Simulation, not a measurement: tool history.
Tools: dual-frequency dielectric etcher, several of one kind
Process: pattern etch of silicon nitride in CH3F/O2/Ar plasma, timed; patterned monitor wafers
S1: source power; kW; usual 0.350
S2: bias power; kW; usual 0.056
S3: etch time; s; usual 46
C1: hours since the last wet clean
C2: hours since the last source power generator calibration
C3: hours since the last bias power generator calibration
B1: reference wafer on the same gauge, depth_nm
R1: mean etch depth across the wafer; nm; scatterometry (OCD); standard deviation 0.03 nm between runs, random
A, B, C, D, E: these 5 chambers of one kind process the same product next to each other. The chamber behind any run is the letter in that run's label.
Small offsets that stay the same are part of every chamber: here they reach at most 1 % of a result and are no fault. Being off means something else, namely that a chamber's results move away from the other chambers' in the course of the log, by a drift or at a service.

run   hour     S1     S2  S3     C1      C2      C3      B1      R1
 1B    7.3  0.350  0.056  46  184.6  3088.3   786.4  31.396  27.950
 2E   16.1  0.350  0.056  46  192.4   230.7   527.6  31.393  28.152
 3A   26.5  0.350  0.056  46  570.5  1871.0  1677.4  31.387  28.360
 4C   36.9  0.350  0.056  46  402.5  1675.0   428.0  31.386  28.166
 5D   47.2  0.350  0.056  46  525.7   140.5  1007.7  31.375  27.962
 6B   57.2  0.350  0.056  46  234.5  3138.2   836.3  31.377  27.875
 7E   65.6  0.350  0.056  46  241.9   280.2   577.1  31.373  28.129
 8D   74.5  0.350  0.056  46  553.0   167.8  1035.0  31.364  27.941
 9C   85.0  0.350  0.056  46  450.6  1723.1   476.1  31.365  28.148
      87.1  -- chamber B: source power generator calibrated
10A   90.3  0.350  0.056  46  634.3  1934.8  1741.2  31.360  28.272
11E   96.2  0.350  0.056  46  272.5   310.8   607.7  31.363  28.153
12A  102.3  0.350  0.051  46  646.3  1946.8  1753.2  31.346  27.483
     106.1  -- chamber A: wet clean of the chamber
13D  107.3  0.350  0.051  46  585.8   200.6  1067.8  31.347  27.124
14C  115.8  0.350  0.051  46  481.4  1753.9   506.9  31.349  27.286
15B  125.5  0.350  0.051  46  302.8    38.4   904.6  31.350  27.048
     126.9  -- chamber C: wet clean of the chamber
16A  131.4  0.350  0.051  46   25.3  1975.9  1782.3  31.330  27.456
17B  142.1  0.350  0.056  46  319.4    55.0   921.2  31.332  27.924
18E  148.6  0.350  0.056  46  324.9   363.2   660.1  31.327  28.135
19D  157.1  0.350  0.056  46  635.6   250.4  1117.6  31.335  27.954
20C  162.3  0.350  0.056  46   35.5  1800.4   553.4  31.322  28.101
21D  170.9  0.350  0.056  46  649.4   264.2  1131.4  31.321  27.986
     172.4  -- chamber D: wet clean of the chamber
22A  178.5  0.350  0.056  46   72.4  2023.0  1829.4  31.328  28.243
     180.1  -- chamber B: wet clean of the chamber
23C  186.3  0.350  0.056  46   59.5  1824.4   577.4  31.312  28.080
24B  194.4  0.350  0.056  46   14.4   107.3   973.5  31.305  27.774
25E  205.0  0.350  0.056  46  381.3   419.6   716.5  31.313  28.035
26A  215.2  0.350  0.056  46  109.1  2059.7  1866.1  31.306  28.287
27D  220.1  0.350  0.056  46   47.7   313.4  1180.6  31.305  27.927
     222.0  -- chamber E: wet clean of the chamber
     223.6  -- chamber C: source power generator calibrated
28E  230.4  0.350  0.056  46    8.4   445.0   741.9  31.286  28.023
29C  235.7  0.350  0.056  46  108.9    12.2   626.8  31.290  28.134
30B  245.2  0.400  0.049  46   65.2   158.1  1024.3  31.297  28.112
31B  252.1  0.400  0.049  46   72.1   165.0  1031.2  31.288  28.076
32D  263.1  0.400  0.049  46   90.7   356.4  1223.6  31.275  28.147
33C  271.1  0.400  0.049  46  144.3    47.6   662.2  31.273  28.379
34A  276.8  0.400  0.049  46  170.7  2121.3  1927.7  31.274  28.481
35E  285.4  0.350  0.056  46   63.4   500.0   796.9  31.275  28.026
36B  292.9  0.350  0.056  33  112.9   205.8  1072.0  31.268  19.946

Next, every chamber runs the same settings. What will each give?
37A  300.8  0.350  0.061  46                   ?
37B  300.8  0.350  0.061  46                   ?
37C  300.8  0.350  0.061  46                   ?
37D  300.8  0.350  0.061  46                   ?
37E  300.8  0.350  0.061  46                   ?

run      R1
37A  29.045
37B  28.540
37C  28.888
37D  28.689
37E  28.815
